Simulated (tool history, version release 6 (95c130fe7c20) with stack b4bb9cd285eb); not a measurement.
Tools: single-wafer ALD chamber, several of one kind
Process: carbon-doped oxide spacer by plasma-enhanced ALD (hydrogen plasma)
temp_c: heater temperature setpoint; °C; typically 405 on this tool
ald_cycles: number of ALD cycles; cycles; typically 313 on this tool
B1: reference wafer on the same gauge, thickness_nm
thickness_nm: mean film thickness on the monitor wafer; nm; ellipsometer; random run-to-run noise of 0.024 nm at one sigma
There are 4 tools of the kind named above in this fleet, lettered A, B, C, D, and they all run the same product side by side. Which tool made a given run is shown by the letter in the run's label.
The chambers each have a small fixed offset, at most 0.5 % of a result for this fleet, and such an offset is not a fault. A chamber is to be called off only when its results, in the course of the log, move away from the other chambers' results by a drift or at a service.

Run 1D, hour 5.5: usual settings; B1 16.505. Result: thickness_nm 15.431 nm.
Run 2A, hour 10.0: usual settings; B1 16.504. Result: thickness_nm 15.450 nm.
Run 3C, hour 15.0: usual settings; B1 16.509. Result: thickness_nm 15.412 nm.
Run 4B, hour 18.0: usual settings; B1 16.511. Result: thickness_nm 15.502 nm.
Run 5B, hour 24.0: usual settings but temp_c 410 °C; B1 16.513. Result: thickness_nm 15.251 nm.
Run 6C, hour 29.6: usual settings but temp_c 410 °C; B1 16.515. Result: thickness_nm 15.213 nm.
Run 7A, hour 35.1: usual settings but temp_c 410 °C; B1 16.513. Result: thickness_nm 15.225 nm.
Run 8D, hour 38.4: usual settings but temp_c 410 °C; B1 16.518. Result: thickness_nm 15.222 nm.
Run 9B, hour 41.5: usual settings; B1 16.519. Result: thickness_nm 15.486 nm.
Run 10C, hour 45.1: usual settings but temp_c 413 °C, ald_cycles 292 cycles; B1 16.525. Result: thickness_nm 14.088 nm.
Run 11D, hour 48.8: usual settings but temp_c 413 °C, ald_cycles 292 cycles; B1 16.522. Result: thickness_nm 14.085 nm.
Run 12A, hour 54.4: usual settings but temp_c 413 °C, ald_cycles 292 cycles; B1 16.524. Result: thickness_nm 14.027 nm.
Run 13D, hour 57.4: usual settings but temp_c 413 °C, ald_cycles 292 cycles; B1 16.525. Result: thickness_nm 14.051 nm.
Run 14B, hour 62.7: usual settings; B1 16.533. Result: thickness_nm 15.544 nm.
Run 15C, hour 66.5: usual settings; B1 16.536. Result: thickness_nm 15.464 nm.
Run 16A, hour 71.2: usual settings; B1 16.539. Result: thickness_nm 15.457 nm.
Run 17D, hour 74.7: usual settings; B1 16.541. Result: thickness_nm 15.481 nm.
Run 18C, hour 79.1: usual settings; B1 16.541. Result: thickness_nm 15.493 nm.
Run 19A, hour 84.8: usual settings but temp_c 398 °C, ald_cycles 332 cycles; B1 16.539. Result: thickness_nm 16.668 nm.
Run 20B, hour 91.5: usual settings but temp_c 398 °C, ald_cycles 332 cycles; B1 16.549. Result: thickness_nm 16.696 nm.
Run 21C, hour 96.9: usual settings but temp_c 398 °C, ald_cycles 332 cycles; B1 16.549. Result: thickness_nm 16.648 nm.
Run 22A, hour 102.1: usual settings but temp_c 398 °C, ald_cycles 332 cycles; B1 16.542. Result: thickness_nm 16.698 nm.
Run 23B, hour 107.1: usual settings; B1 16.553. Result: thickness_nm 15.534 nm.
Run 24D, hour 113.5: usual settings; B1 16.553. Result: thickness_nm 15.507 nm.
Run 25D, hour 119.9: usual settings but ald_cycles 273 cycles; B1 16.559. Result: thickness_nm 13.505 nm.
Run 26A, hour 125.0: usual settings but ald_cycles 273 cycles; B1 16.566. Result: thickness_nm 13.506 nm.
Run 27B, hour 131.8: usual settings but ald_cycles 273 cycles; B1 16.568. Result: thickness_nm 13.577 nm.
Run 28C, hour 135.1: usual settings but ald_cycles 273 cycles; B1 16.570. Result: thickness_nm 13.504 nm.
Run 29C, hour 140.7: usual settings; B1 16.570. Result: thickness_nm 15.523 nm.
Run 30B, hour 144.2: usual settings; B1 16.576. Result: thickness_nm 15.502 nm.
Run 31D, hour 149.8: usual settings; B1 16.577. Result: thickness_nm 15.532 nm.
Run 32A, hour 155.3: usual settings; B1 16.578. Result: thickness_nm 15.507 nm.
Run 33A, hour 159.0: usual settings; B1 16.583. Result: thickness_nm 15.505 nm.
Run 34C, hour 165.7: usual settings; B1 16.584. Result: thickness_nm 15.499 nm.
Run 35B, hour 168.6: usual settings; B1 16.583. Result: thickness_nm 15.520 nm.
Run 36D, hour 172.4: usual settings; B1 16.590. Result: thickness_nm 15.589 nm.
Run 37A, hour 177.5: usual settings; B1 16.590. Result: thickness_nm 15.504 nm.
Run 38C, hour 183.4: usual settings but temp_c 399 °C, ald_cycles 368 cycles; B1 16.590. Result: thickness_nm 18.541 nm.
Run 39D, hour 187.1: usual settings but temp_c 399 °C, ald_cycles 368 cycles; B1 16.596. Result: thickness_nm 18.504 nm.
Run 40B, hour 190.8: usual settings but temp_c 399 °C, ald_cycles 368 cycles; B1 16.594. Result: thickness_nm 18.597 nm.
Run 41D, hour 194.0: usual settings but temp_c 399 °C, ald_cycles 368 cycles; B1 16.602. Result: thickness_nm 18.539 nm.
Run 42B, hour 198.8: usual settings; B1 16.606. Result: thickness_nm 15.539 nm.
Run 43A, hour 205.1: usual settings; B1 16.607. Result: thickness_nm 15.539 nm.

Has any chamber moved away from the others, gradually or after a service, or does the common gauge drift, or do the chambers differ only by their own small steady offsets? State the chamber and the most likely cause if one applies.

No chamber is off; the gauge reading every chamber's wafers drifts, which makes the whole fleet appear to move together.
What lies behind it: gauge reads high (%) = 0.639.
